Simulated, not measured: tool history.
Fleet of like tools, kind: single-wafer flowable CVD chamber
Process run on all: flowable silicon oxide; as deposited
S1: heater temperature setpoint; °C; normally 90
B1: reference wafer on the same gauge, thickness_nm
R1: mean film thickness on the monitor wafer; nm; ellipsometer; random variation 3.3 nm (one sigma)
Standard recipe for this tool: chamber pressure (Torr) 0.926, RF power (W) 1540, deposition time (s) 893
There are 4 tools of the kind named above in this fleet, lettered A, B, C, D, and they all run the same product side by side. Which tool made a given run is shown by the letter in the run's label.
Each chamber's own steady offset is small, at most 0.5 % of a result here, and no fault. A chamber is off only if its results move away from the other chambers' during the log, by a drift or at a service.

{"run": "1A", "hour": 10.7, "S1": 90, "chamber pressure (Torr)": 0.926, "RF power (W)": 1540, "deposition time (s)": 893, "B1": 887.56, "R1": 850.34}
{"run": "2B", "hour": 22.3, "S1": 90, "chamber pressure (Torr)": 0.926, "RF power (W)": 1540, "deposition time (s)": 893, "B1": 887.85, "R1": 849.46}
{"run": "3D", "hour": 35.5, "S1": 90, "chamber pressure (Torr)": 0.926, "RF power (W)": 1540, "deposition time (s)": 893, "B1": 887.17, "R1": 850.01}
{"run": "4C", "hour": 44.6, "S1": 90, "chamber pressure (Torr)": 0.926, "RF power (W)": 1540, "deposition time (s)": 893, "B1": 887.84, "R1": 852.5}
{"run": "5D", "hour": 59.0, "S1": 90, "chamber pressure (Torr)": 0.926, "RF power (W)": 1540, "deposition time (s)": 893, "B1": 887.3, "R1": 854.79}
{"run": "6A", "hour": 67.5, "S1": 90, "chamber pressure (Torr)": 0.926, "RF power (W)": 1540, "deposition time (s)": 893, "B1": 887.68, "R1": 851.53}
{"hour": 76.1, "done": "chamber D: capacitance manometer re-zeroed and calibrated"}
{"run": "7C", "hour": 76.2, "S1": 102, "chamber pressure (Torr)": 0.926, "RF power (W)": 1540, "deposition time (s)": 1037, "B1": 888.64, "R1": 665.99}
{"hour": 81.4, "done": "chamber A: thermocouple changed; heater temperature recalibrated"}
{"hour": 81.6, "done": "chamber B: capacitance manometer re-zeroed and calibrated"}
{"run": "8B", "hour": 82.6, "S1": 102, "chamber pressure (Torr)": 0.926, "RF power (W)": 1540, "deposition time (s)": 1037, "B1": 887.57, "R1": 666.53}
{"run": "9D", "hour": 95.4, "S1": 102, "chamber pressure (Torr)": 0.926, "RF power (W)": 1540, "deposition time (s)": 1037, "B1": 887.49, "R1": 664.38}
{"run": "10A", "hour": 109.5, "S1": 102, "chamber pressure (Torr)": 0.926, "RF power (W)": 1540, "deposition time (s)": 1037, "B1": 887.22, "R1": 658.05}
{"hour": 111.1, "done": "chamber D: RF generator calibrated"}
{"run": "11C", "hour": 123.5, "S1": 90, "chamber pressure (Torr)": 0.926, "RF power (W)": 1540, "deposition time (s)": 893, "B1": 888.47, "R1": 850.28}
{"run": "12B", "hour": 132.0, "S1": 90, "chamber pressure (Torr)": 0.926, "RF power (W)": 1540, "deposition time (s)": 893, "B1": 888.07, "R1": 849.27}
{"run": "13C", "hour": 145.3, "S1": 90, "chamber pressure (Torr)": 1.128, "RF power (W)": 1540, "deposition time (s)": 792, "B1": 888.36, "R1": 952.71}
{"run": "14A", "hour": 158.9, "S1": 90, "chamber pressure (Torr)": 1.128, "RF power (W)": 1540, "deposition time (s)": 792, "B1": 887.32, "R1": 946.66}
{"run": "15B", "hour": 172.9, "S1": 90, "chamber pressure (Torr)": 1.128, "RF power (W)": 1540, "deposition time (s)": 792, "B1": 887.72, "R1": 959.96}
{"run": "16D", "hour": 180.1, "S1": 90, "chamber pressure (Torr)": 1.128, "RF power (W)": 1540, "deposition time (s)": 792, "B1": 887.74, "R1": 949.34}
{"run": "17A", "hour": 192.2, "S1": 83, "chamber pressure (Torr)": 0.926, "RF power (W)": 1730, "deposition time (s)": 893, "B1": 887.83, "R1": 1088.1}
{"run": "18D", "hour": 199.0, "S1": 83, "chamber pressure (Torr)": 0.926, "RF power (W)": 1730, "deposition time (s)": 893, "B1": 888.36, "R1": 1076.3}
{"run": "19B", "hour": 209.7, "S1": 83, "chamber pressure (Torr)": 0.926, "RF power (W)": 1730, "deposition time (s)": 893, "B1": 888.35, "R1": 1077.0}
{"run": "20C", "hour": 221.6, "S1": 83, "chamber pressure (Torr)": 0.926, "RF power (W)": 1730, "deposition time (s)": 893, "B1": 888.27, "R1": 1089.9}
{"run": "21D", "hour": 231.3, "S1": 90, "chamber pressure (Torr)": 0.926, "RF power (W)": 1540, "deposition time (s)": 893, "B1": 888.33, "R1": 841.24}
{"run": "22C", "hour": 241.2, "S1": 90, "chamber pressure (Torr)": 0.926, "RF power (W)": 1540, "deposition time (s)": 893, "B1": 887.71, "R1": 857.56}
{"hour": 249.3, "done": "chamber D: thermocouple changed; heater temperature recalibrated"}
{"run": "23B", "hour": 249.4, "S1": 90, "chamber pressure (Torr)": 0.926, "RF power (W)": 1540, "deposition time (s)": 893, "B1": 887.38, "R1": 851.41}
{"run": "24A", "hour": 259.9, "S1": 90, "chamber pressure (Torr)": 0.926, "RF power (W)": 1540, "deposition time (s)": 893, "B1": 887.63, "R1": 848.45}
{"run": "25A", "hour": 271.7, "S1": 90, "chamber pressure (Torr)": 0.926, "RF power (W)": 1540, "deposition time (s)": 893, "B1": 888.31, "R1": 844.46}
{"run": "26B", "hour": 285.7, "S1": 90, "chamber pressure (Torr)": 0.926, "RF power (W)": 1540, "deposition time (s)": 893, "B1": 889.28, "R1": 844.4}
{"run": "27C", "hour": 297.0, "S1": 81, "chamber pressure (Torr)": 0.926, "RF power (W)": 1540, "deposition time (s)": 893, "B1": 887.36, "R1": 1113.9}
{"run": "28D", "hour": 303.4, "S1": 81, "chamber pressure (Torr)": 0.926, "RF power (W)": 1540, "deposition time (s)": 893, "B1": 888.18, "R1": 1105.1}
{"run": "29C", "hour": 317.9, "S1": 81, "chamber pressure (Torr)": 0.926, "RF power (W)": 1540, "deposition time (s)": 893, "B1": 888.32, "R1": 1115.3}
{"run": "30A", "hour": 326.2, "S1": 81, "chamber pressure (Torr)": 0.926, "RF power (W)": 1540, "deposition time (s)": 893, "B1": 888.57, "R1": 1113.0}
{"run": "31D", "hour": 332.6, "S1": 90, "chamber pressure (Torr)": 0.926, "RF power (W)": 1540, "deposition time (s)": 893, "B1": 888.21, "R1": 848.01}
{"run": "32B", "hour": 346.0, "S1": 90, "chamber pressure (Torr)": 0.926, "RF power (W)": 1540, "deposition time (s)": 893, "B1": 888.83, "R1": 850.44}
{"run": "33B", "hour": 360.7, "S1": 90, "chamber pressure (Torr)": 0.926, "RF power (W)": 1540, "deposition time (s)": 893, "B1": 888.53, "R1": 848.24}
{"run": "34A", "hour": 372.8, "S1": 90, "chamber pressure (Torr)": 0.926, "RF power (W)": 1540, "deposition time (s)": 893, "B1": 887.91, "R1": 847.35}
{"run": "35C", "hour": 386.9, "S1": 90, "chamber pressure (Torr)": 0.926, "RF power (W)": 1540, "deposition time (s)": 893, "B1": 888.5, "R1": 857.85}
{"run": "36D", "hour": 401.0, "S1": 90, "chamber pressure (Torr)": 0.926, "RF power (W)": 1540, "deposition time (s)": 893, "B1": 888.11, "R1": 852.02}
{"hour": 408.7, "done": "chamber C: capacitance manometer re-zeroed and calibrated"}
{"run": "37A", "hour": 415.0, "S1": 90, "chamber pressure (Torr)": 0.926, "RF power (W)": 1540, "deposition time (s)": 893, "B1": 888.02, "R1": 849.88}
{"run": "38C", "hour": 425.6, "S1": 90, "chamber pressure (Torr)": 0.926, "RF power (W)": 1540, "deposition time (s)": 893, "B1": 888.64, "R1": 853.52}
{"run": "39D", "hour": 440.2, "S1": 90, "chamber pressure (Torr)": 0.926, "RF power (W)": 1540, "deposition time (s)": 893, "B1": 888.23, "R1": 849.56}
{"run": "40B", "hour": 448.8, "S1": 90, "chamber pressure (Torr)": 0.926, "RF power (W)": 1540, "deposition time (s)": 893, "B1": 887.9, "R1": 843.76}
{"run": "41C", "hour": 455.4, "S1": 90, "chamber pressure (Torr)": 0.926, "RF power (W)": 1540, "deposition time (s)": 893, "B1": 887.72, "R1": 854.76}

All 4 chambers run these settings next. Forecast each chamber's results:
{"run": "42A", "hour": 465.9, "S1": 90, "chamber pressure (Torr)": 0.926, "RF power (W)": 1540, "deposition time (s)": 893, "R1": "?"}
{"run": "42B", "hour": 465.9, "S1": 90, "chamber pressure (Torr)": 0.926, "RF power (W)": 1540, "deposition time (s)": 893, "R1": "?"}
{"run": "42C", "hour": 465.9, "S1": 90, "chamber pressure (Torr)": 0.926, "RF power (W)": 1540, "deposition time (s)": 893, "R1": "?"}
{"run": "42D", "hour": 465.9, "S1": 90, "chamber pressure (Torr)": 0.926, "RF power (W)": 1540, "deposition time (s)": 893, "R1": "?"}

run=42A R1=851.08
run=42B R1=849.48
run=42C R1=848.81
run=42D R1=848.41
